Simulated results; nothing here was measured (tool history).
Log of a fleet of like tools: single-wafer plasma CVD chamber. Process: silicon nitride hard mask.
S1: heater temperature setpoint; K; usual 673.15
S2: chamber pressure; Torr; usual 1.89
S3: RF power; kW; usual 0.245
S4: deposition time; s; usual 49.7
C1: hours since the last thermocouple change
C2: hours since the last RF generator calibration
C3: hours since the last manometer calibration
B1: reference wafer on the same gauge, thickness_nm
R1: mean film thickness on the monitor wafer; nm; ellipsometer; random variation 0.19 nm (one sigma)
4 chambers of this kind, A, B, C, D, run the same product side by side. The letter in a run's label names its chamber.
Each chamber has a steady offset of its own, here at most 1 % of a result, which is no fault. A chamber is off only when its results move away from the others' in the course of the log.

run,day,S1,S2,S3,S4,C1,C2,C3,B1,R1
1D,0.342,673.15,1.89,0.245,49.7,93.1,1321.8,270.9,62.097,52.050
2B,0.704,673.15,1.89,0.245,49.7,237.4,573.4,262.4,62.130,52.721
3A,1.250,673.15,1.89,0.245,49.7,836.3,1356.3,2130.4,62.103,51.583
4C,1.550,673.15,1.89,0.245,49.7,1713.9,272.2,425.9,62.049,52.109
5A,1.842,673.15,1.89,0.245,49.7,850.5,1370.5,2144.6,62.128,51.792
6C,2.304,673.15,1.89,0.245,49.7,1732.0,290.3,444.0,62.085,52.090
7D,2.700,673.15,1.89,0.245,49.7,149.7,1378.4,327.5,62.099,52.446
8B,2.979,673.15,1.71,0.245,55.6,292.0,628.0,317.0,62.030,56.348
9C,3.238,673.15,1.71,0.245,55.6,1754.4,312.7,466.4,62.021,56.863
10D,3.762,673.15,1.71,0.245,55.6,175.2,1403.9,353.0,62.132,56.534
11B,4.225,673.15,1.71,0.245,55.6,321.9,657.9,346.9,62.081,56.426
# day 4.317: chamber A: capacitance manometer re-zeroed and calibrated
12A,4.538,673.15,1.89,0.245,49.7,915.2,1435.2,5.4,62.112,51.852
13D,5.008,673.15,1.89,0.245,49.7,205.1,1433.8,382.9,62.084,51.999
14A,5.392,673.15,1.89,0.245,49.7,935.7,1455.7,25.9,62.063,51.776
15C,5.754,673.15,1.89,0.245,49.7,1814.8,373.1,526.8,62.150,52.047
16B,6.038,673.15,1.89,0.290,49.7,365.4,701.4,390.4,62.122,58.151
17A,6.367,673.15,1.89,0.290,49.7,959.1,1479.1,49.3,62.102,58.254
18B,6.788,673.15,1.89,0.290,49.7,383.4,719.4,408.4,62.113,57.906
19D,7.300,673.15,1.89,0.290,49.7,260.1,1488.8,437.9,62.071,59.052
20C,7.600,673.15,1.89,0.245,49.7,1859.1,417.4,571.1,62.068,52.354
21B,7.946,673.15,1.89,0.245,49.7,411.2,747.2,436.2,62.120,51.408
22C,8.367,673.15,1.89,0.245,49.7,1877.5,435.8,589.5,62.077,52.348
23A,8.667,673.15,1.89,0.245,49.7,1014.3,1534.3,104.5,62.120,51.715
24D,9.125,673.15,1.89,0.245,49.7,303.9,1532.6,481.7,62.113,51.971
25D,9.425,673.15,1.89,0.245,49.7,311.1,1539.8,488.9,62.089,52.286
26B,9.792,673.15,1.89,0.245,49.7,455.5,791.5,480.5,62.105,50.910
27A,10.096,673.15,2.10,0.245,52.7,1048.6,1568.6,138.8,62.153,56.260
28C,10.608,673.15,2.10,0.245,52.7,1931.3,489.6,643.3,62.101,56.910
29C,11.000,673.15,2.10,0.245,52.7,1940.7,499.0,652.7,62.090,56.949
30A,11.329,673.15,2.10,0.245,52.7,1078.2,1598.2,168.4,62.082,55.877
31B,11.912,673.15,1.89,0.245,49.7,506.4,842.4,531.4,62.124,50.270
32D,12.417,673.15,1.89,0.245,49.7,382.9,1611.6,560.7,62.090,51.903

What goes on in this fleet: one chamber off, a drifting gauge, or nothing beyond the chambers' own small offsets? Name the chamber and the cause, if any.

Chamber B drifts away from the others.
Cause: delivered RF power below the setpoint (%) = 6.19.

Here are 4 candidates for chamber B's next run, each the usual settings with a change, their results left as question marks. Which one brings its results back in line with what the others give on the usual settings?
In line means no further than this from the other chambers' mean on the usual settings: R1 0.680 nm
33B-1,12.838,673.15,1.88,0.245,49.0,,,,,?
33B-2,12.838,673.15,1.87,0.240,48.5,,,,,?
33B-3,12.838,673.15,1.94,0.255,49.7,,,,,?
33B-4,12.838,673.15,1.89,0.250,49.7,,,,,?

The other chambers' mean on the usual settings: R1 51.995 nm
run,R1
33B-1,49.284
33B-2,47.973
33B-3,51.874
33B-4,50.783
33B-3 brings the chamber back in line.
